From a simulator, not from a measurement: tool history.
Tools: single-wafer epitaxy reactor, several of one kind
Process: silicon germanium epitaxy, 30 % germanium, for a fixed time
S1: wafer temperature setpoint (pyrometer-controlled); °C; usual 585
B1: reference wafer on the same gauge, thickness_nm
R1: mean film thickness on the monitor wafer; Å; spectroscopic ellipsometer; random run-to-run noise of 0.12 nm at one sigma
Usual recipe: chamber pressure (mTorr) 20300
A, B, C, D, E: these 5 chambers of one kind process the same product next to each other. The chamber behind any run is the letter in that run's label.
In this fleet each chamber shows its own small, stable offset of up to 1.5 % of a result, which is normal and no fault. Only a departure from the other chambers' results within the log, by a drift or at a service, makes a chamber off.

{"run": "1A", "hour": 5.0, "S1": 585, "chamber pressure (mTorr)": 20300, "B1": 51.607, "R1": 450.72}
{"run": "2C", "hour": 10.7, "S1": 585, "chamber pressure (mTorr)": 20300, "B1": 51.592, "R1": 449.91}
{"run": "3D", "hour": 13.6, "S1": 585, "chamber pressure (mTorr)": 20300, "B1": 51.619, "R1": 441.62}
{"run": "4B", "hour": 19.3, "S1": 585, "chamber pressure (mTorr)": 20300, "B1": 51.597, "R1": 448.76}
{"run": "5E", "hour": 24.9, "S1": 585, "chamber pressure (mTorr)": 20300, "B1": 51.603, "R1": 447.3}
{"run": "6B", "hour": 28.5, "S1": 585, "chamber pressure (mTorr)": 20300, "B1": 51.596, "R1": 449.8}
{"run": "7A", "hour": 34.0, "S1": 585, "chamber pressure (mTorr)": 20300, "B1": 51.576, "R1": 451.45}
{"run": "8D", "hour": 39.0, "S1": 585, "chamber pressure (mTorr)": 20300, "B1": 51.579, "R1": 442.01}
{"run": "9C", "hour": 43.1, "S1": 585, "chamber pressure (mTorr)": 20300, "B1": 51.581, "R1": 450.59}
{"run": "10E", "hour": 47.2, "S1": 585, "chamber pressure (mTorr)": 20300, "B1": 51.594, "R1": 449.13}
{"hour": 49.2, "done": "chamber C: pyrometer calibrated"}
{"run": "11C", "hour": 50.7, "S1": 585, "chamber pressure (mTorr)": 20300, "B1": 51.583, "R1": 449.39}
{"run": "12B", "hour": 54.3, "S1": 585, "chamber pressure (mTorr)": 20300, "B1": 51.646, "R1": 450.97}
{"run": "13A", "hour": 58.1, "S1": 585, "chamber pressure (mTorr)": 20300, "B1": 51.607, "R1": 449.86}
{"run": "14E", "hour": 63.5, "S1": 585, "chamber pressure (mTorr)": 20300, "B1": 51.611, "R1": 448.12}
{"run": "15D", "hour": 66.3, "S1": 585, "chamber pressure (mTorr)": 20300, "B1": 51.629, "R1": 442.35}
{"run": "16E", "hour": 69.1, "S1": 593, "chamber pressure (mTorr)": 16300, "B1": 51.617, "R1": 477.11}
{"run": "17B", "hour": 73.9, "S1": 593, "chamber pressure (mTorr)": 16300, "B1": 51.606, "R1": 483.83}
{"run": "18C", "hour": 76.8, "S1": 593, "chamber pressure (mTorr)": 16300, "B1": 51.603, "R1": 480.98}
{"run": "19D", "hour": 81.6, "S1": 593, "chamber pressure (mTorr)": 16300, "B1": 51.593, "R1": 471.28}
{"run": "20A", "hour": 85.3, "S1": 593, "chamber pressure (mTorr)": 16300, "B1": 51.593, "R1": 480.91}
{"run": "21B", "hour": 88.1, "S1": 585, "chamber pressure (mTorr)": 20300, "B1": 51.63, "R1": 457.57}
{"run": "22A", "hour": 93.8, "S1": 585, "chamber pressure (mTorr)": 20300, "B1": 51.608, "R1": 450.54}
{"run": "23E", "hour": 98.9, "S1": 585, "chamber pressure (mTorr)": 20300, "B1": 51.655, "R1": 447.5}
{"run": "24C", "hour": 102.8, "S1": 585, "chamber pressure (mTorr)": 20300, "B1": 51.575, "R1": 448.29}
{"run": "25D", "hour": 105.4, "S1": 585, "chamber pressure (mTorr)": 20300, "B1": 51.593, "R1": 440.44}
{"run": "26E", "hour": 108.1, "S1": 585, "chamber pressure (mTorr)": 20300, "B1": 51.605, "R1": 447.03}
{"run": "27D", "hour": 111.1, "S1": 574, "chamber pressure (mTorr)": 18400, "B1": 51.597, "R1": 343.28}
{"run": "28C", "hour": 116.7, "S1": 574, "chamber pressure (mTorr)": 18400, "B1": 51.615, "R1": 347.59}
{"run": "29B", "hour": 121.2, "S1": 574, "chamber pressure (mTorr)": 18400, "B1": 51.605, "R1": 361.19}
{"run": "30A", "hour": 125.4, "S1": 574, "chamber pressure (mTorr)": 18400, "B1": 51.596, "R1": 351.45}
{"run": "31D", "hour": 128.7, "S1": 574, "chamber pressure (mTorr)": 18400, "B1": 51.577, "R1": 342.74}
{"run": "32B", "hour": 134.4, "S1": 585, "chamber pressure (mTorr)": 20300, "B1": 51.613, "R1": 464.61}
{"run": "33C", "hour": 139.1, "S1": 585, "chamber pressure (mTorr)": 20300, "B1": 51.558, "R1": 449.08}
{"run": "34A", "hour": 144.6, "S1": 585, "chamber pressure (mTorr)": 20300, "B1": 51.57, "R1": 451.18}
{"run": "35E", "hour": 147.5, "S1": 585, "chamber pressure (mTorr)": 20300, "B1": 51.544, "R1": 446.97}
{"run": "36C", "hour": 151.0, "S1": 585, "chamber pressure (mTorr)": 20300, "B1": 51.572, "R1": 448.17}

What goes on in this fleet: one chamber off, a drifting gauge, or nothing beyond the chambers' own small offsets? Name the chamber and the cause, if any.

Chamber B drifts away from the others.
What lies behind it: wafer temperature above the value expected at the setpoint (K) = 1.91.
The log may not separate it from: true pressure above the setpoint (%).

Which of the 4 candidates below, each the usual settings with something changed and its results left as question marks, puts chamber B back in line with what the other chambers give on the usual settings?
In-line tolerance around the mean of the other chambers on the usual settings: R1 4.3 Å
{"run": "37B-1", "hour": 155.2, "S1": 583, "chamber pressure (mTorr)": 20100, "R1": "?"}
{"run": "37B-2", "hour": 155.2, "S1": 585, "chamber pressure (mTorr)": 21000, "R1": "?"}
{"run": "37B-3", "hour": 155.2, "S1": 587, "chamber pressure (mTorr)": 20500, "R1": "?"}
{"run": "37B-4", "hour": 155.2, "S1": 585, "chamber pressure (mTorr)": 19600, "R1": "?"}

Other chambers, usual settings, mean: R1 448 Å
run=37B-1 R1=448.24
run=37B-2 R1=473.76
run=37B-3 R1=487.27
run=37B-4 R1=460.9
The answer is 37B-1, which returns the chamber to within the allowed miss of the others.
